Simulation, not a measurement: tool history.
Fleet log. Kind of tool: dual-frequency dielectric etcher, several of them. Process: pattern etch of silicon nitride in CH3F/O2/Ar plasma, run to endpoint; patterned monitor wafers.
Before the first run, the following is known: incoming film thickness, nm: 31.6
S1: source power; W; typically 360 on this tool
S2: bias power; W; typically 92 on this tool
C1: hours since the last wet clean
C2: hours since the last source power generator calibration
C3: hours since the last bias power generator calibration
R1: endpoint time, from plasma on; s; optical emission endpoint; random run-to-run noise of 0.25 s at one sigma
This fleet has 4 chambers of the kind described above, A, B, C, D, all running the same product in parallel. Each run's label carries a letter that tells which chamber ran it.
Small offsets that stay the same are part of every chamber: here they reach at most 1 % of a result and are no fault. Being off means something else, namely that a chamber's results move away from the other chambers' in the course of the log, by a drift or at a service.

run	day	S1	S2	C1	C2	C3	R1
1C	0.238	360	92	171.5	1110.3	930.7	43.242
2D	0.454	360	92	468.6	1856.6	666.3	43.540
# day 0.500: chamber B: wet clean of the chamber
3B	0.667	360	92	4.0	1995.8	1644.2	43.300
4A	0.921	360	92	314.9	2144.6	1983.2	43.405
5D	1.092	360	92	483.9	1871.9	681.6	43.858
6A	1.238	360	92	322.5	2152.2	1990.8	43.650
7C	1.488	360	92	201.5	1140.3	960.7	43.036
8B	1.708	360	92	29.0	2020.8	1669.2	43.581
9B	1.967	360	92	35.2	2027.0	1675.4	42.799
10D	2.117	360	92	508.5	1896.5	706.2	43.772
11A	2.317	360	92	348.4	2178.1	2016.7	43.585
12C	2.608	360	92	228.4	1167.2	987.6	43.451
13D	2.788	360	77	524.6	1912.6	722.3	46.599
14B	3.033	360	77	60.8	2052.6	1701.0	46.420
15A	3.321	360	77	372.5	2202.2	2040.8	45.520
16C	3.479	360	77	249.3	1188.1	1008.5	46.355
17A	3.771	360	92	383.3	2213.0	2051.6	42.369
18B	4.050	300	85	85.2	2077.0	1725.4	47.747
19D	4.179	300	85	558.0	1946.0	755.7	48.274
20C	4.308	300	85	269.2	1208.0	1028.4	47.638
21C	4.454	300	85	272.7	1211.5	1031.9	47.713
22D	4.650	360	71	569.3	1957.3	767.0	47.894
23B	4.938	360	71	106.5	2098.3	1746.7	47.751
24A	5.108	360	71	415.4	2245.1	2083.7	45.571
25A	5.254	360	71	418.9	2248.6	2087.2	45.489

Each of the 4 chambers runs these same settings next. Fill in every chamber's results:
26A	5.462	360	92				?
26B	5.462	360	92				?
26C	5.462	360	92				?
26D	5.462	360	92				?

run	R1
26A	41.088
26B	43.399
26C	43.246
26D	43.946

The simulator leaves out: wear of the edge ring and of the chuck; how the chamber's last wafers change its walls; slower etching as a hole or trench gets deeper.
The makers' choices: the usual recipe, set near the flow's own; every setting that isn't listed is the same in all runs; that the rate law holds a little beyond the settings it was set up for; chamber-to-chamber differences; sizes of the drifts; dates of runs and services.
